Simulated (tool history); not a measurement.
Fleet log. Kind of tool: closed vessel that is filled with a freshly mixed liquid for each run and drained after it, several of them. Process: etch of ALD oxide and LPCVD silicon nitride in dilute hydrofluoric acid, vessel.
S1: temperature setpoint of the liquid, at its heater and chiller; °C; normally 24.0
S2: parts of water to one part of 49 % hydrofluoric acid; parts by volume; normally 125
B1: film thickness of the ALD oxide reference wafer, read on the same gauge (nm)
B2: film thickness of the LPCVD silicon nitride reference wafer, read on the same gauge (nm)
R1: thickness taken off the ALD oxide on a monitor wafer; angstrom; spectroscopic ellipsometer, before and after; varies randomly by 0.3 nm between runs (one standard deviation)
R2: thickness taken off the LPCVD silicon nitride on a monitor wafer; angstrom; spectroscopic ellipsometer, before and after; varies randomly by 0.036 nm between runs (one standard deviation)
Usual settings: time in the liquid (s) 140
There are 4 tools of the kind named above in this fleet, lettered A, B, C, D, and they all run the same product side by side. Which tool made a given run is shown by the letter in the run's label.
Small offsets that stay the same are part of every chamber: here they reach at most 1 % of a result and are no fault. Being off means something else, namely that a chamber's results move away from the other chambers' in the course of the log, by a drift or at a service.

run 1B day=0.271 | S1=24.0 S2=125 time_in_the_liquid_(s)=140 | B1=120.02 B2=49.986 | R1=341.67 R2=4.4747
run 2D day=0.542 | S1=24.0 S2=125 time_in_the_liquid_(s)=140 | B1=120.01 B2=50.001 | R1=343.05 R2=4.7539
run 3A day=1.088 | S1=24.0 S2=125 time_in_the_liquid_(s)=140 | B1=119.97 B2=50.002 | R1=345.14 R2=4.9977
run 4C day=1.629 | S1=24.0 S2=125 time_in_the_liquid_(s)=140 | B1=119.99 B2=49.987 | R1=344.51 R2=4.5720
run 5C day=2.129 | S1=24.0 S2=125 time_in_the_liquid_(s)=140 | B1=120.01 B2=50.018 | R1=346.17 R2=4.7319
run 6B day=2.642 | S1=24.0 S2=125 time_in_the_liquid_(s)=140 | B1=119.99 B2=49.986 | R1=349.07 R2=4.4582
run 7A day=3.225 | S1=24.0 S2=125 time_in_the_liquid_(s)=140 | B1=120.00 B2=49.962 | R1=341.34 R2=4.0858
run 8D day=3.525 | S1=24.0 S2=125 time_in_the_liquid_(s)=140 | B1=120.01 B2=50.011 | R1=348.58 R2=5.1156
run 9C day=4.021 | S1=24.0 S2=125 time_in_the_liquid_(s)=140 | B1=120.02 B2=49.991 | R1=346.90 R2=4.5970
-- day=4.108 chamber D: hydrofluoric acid flow meter replaced
run 10A day=4.571 | S1=24.0 S2=125 time_in_the_liquid_(s)=140 | B1=120.02 B2=49.976 | R1=350.56 R2=4.4094
run 11D day=5.121 | S1=24.0 S2=125 time_in_the_liquid_(s)=140 | B1=120.00 B2=49.963 | R1=341.24 R2=5.0563
run 12B day=5.538 | S1=24.0 S2=125 time_in_the_liquid_(s)=70 | B1=120.00 B2=50.002 | R1=171.44 R2=2.3024
run 13B day=6.050 | S1=24.0 S2=125 time_in_the_liquid_(s)=70 | B1=119.96 B2=50.010 | R1=175.41 R2=2.5589
run 14A day=6.379 | S1=24.0 S2=125 time_in_the_liquid_(s)=70 | B1=120.02 B2=50.002 | R1=175.27 R2=2.8973
run 15C day=6.683 | S1=24.0 S2=125 time_in_the_liquid_(s)=70 | B1=120.01 B2=50.010 | R1=174.35 R2=2.6589
run 16D day=6.971 | S1=27.5 S2=125 time_in_the_liquid_(s)=95 | B1=120.00 B2=50.018 | R1=268.83 R2=4.1087
run 17B day=7.279 | S1=27.5 S2=125 time_in_the_liquid_(s)=95 | B1=119.97 B2=50.032 | R1=271.23 R2=4.6460
run 18D day=7.758 | S1=27.5 S2=125 time_in_the_liquid_(s)=95 | B1=120.01 B2=49.989 | R1=265.22 R2=3.9962
run 19A day=8.133 | S1=27.5 S2=125 time_in_the_liquid_(s)=95 | B1=120.00 B2=49.986 | R1=269.62 R2=3.8336
run 20C day=8.608 | S1=24.0 S2=125 time_in_the_liquid_(s)=140 | B1=120.00 B2=49.999 | R1=348.10 R2=4.6741
run 21B day=9.083 | S1=24.0 S2=125 time_in_the_liquid_(s)=140 | B1=119.99 B2=49.961 | R1=337.70 R2=4.9719
run 22A day=9.467 | S1=24.0 S2=125 time_in_the_liquid_(s)=140 | B1=119.99 B2=49.981 | R1=352.66 R2=5.2630
run 23D day=9.979 | S1=24.0 S2=125 time_in_the_liquid_(s)=140 | B1=119.99 B2=50.003 | R1=344.75 R2=5.0562
run 24C day=10.483 | S1=24.0 S2=125 time_in_the_liquid_(s)=140 | B1=120.00 B2=50.016 | R1=349.01 R2=4.6414
run 25A day=10.758 | S1=24.0 S2=125 time_in_the_liquid_(s)=140 | B1=119.98 B2=50.019 | R1=350.36 R2=5.2320
run 26D day=11.321 | S1=24.0 S2=125 time_in_the_liquid_(s)=140 | B1=120.01 B2=49.971 | R1=341.01 R2=5.6748
-- day=11.825 chamber C: thermometer replaced
run 27B day=11.862 | S1=24.0 S2=125 time_in_the_liquid_(s)=140 | B1=119.99 B2=49.979 | R1=347.27 R2=5.0659
run 28C day=12.429 | S1=24.0 S2=125 time_in_the_liquid_(s)=140 | B1=120.00 B2=50.006 | R1=343.26 R2=4.3561
run 29A day=12.692 | S1=24.0 S2=125 time_in_the_liquid_(s)=140 | B1=119.99 B2=50.007 | R1=357.82 R2=4.6338
run 30D day=13.204 | S1=24.0 S2=125 time_in_the_liquid_(s)=140 | B1=120.01 B2=50.001 | R1=342.26 R2=4.8877
-- day=13.538 chamber C: hydrofluoric acid flow meter replaced
run 31B day=13.775 | S1=24.0 S2=125 time_in_the_liquid_(s)=140 | B1=120.00 B2=49.993 | R1=344.22 R2=5.2934
run 32C day=14.079 | S1=24.0 S2=125 time_in_the_liquid_(s)=140 | B1=119.98 B2=50.042 | R1=342.68 R2=4.6697

All 4 chambers run these settings next. Forecast each chamber's results:
run 33A day=14.512 | S1=24.0 S2=125 time_in_the_liquid_(s)=65 | R1=? R2=?
run 33B day=14.512 | S1=24.0 S2=125 time_in_the_liquid_(s)=65 | R1=? R2=?
run 33C day=14.512 | S1=24.0 S2=125 time_in_the_liquid_(s)=65 | R1=? R2=?
run 33D day=14.512 | S1=24.0 S2=125 time_in_the_liquid_(s)=65 | R1=? R2=?

run=33A R1=166.95 R2=2.5854
run=33B R1=162.04 R2=2.5577
run=33C R1=159.92 R2=2.4534
run=33D R1=157.63 R2=1.9982
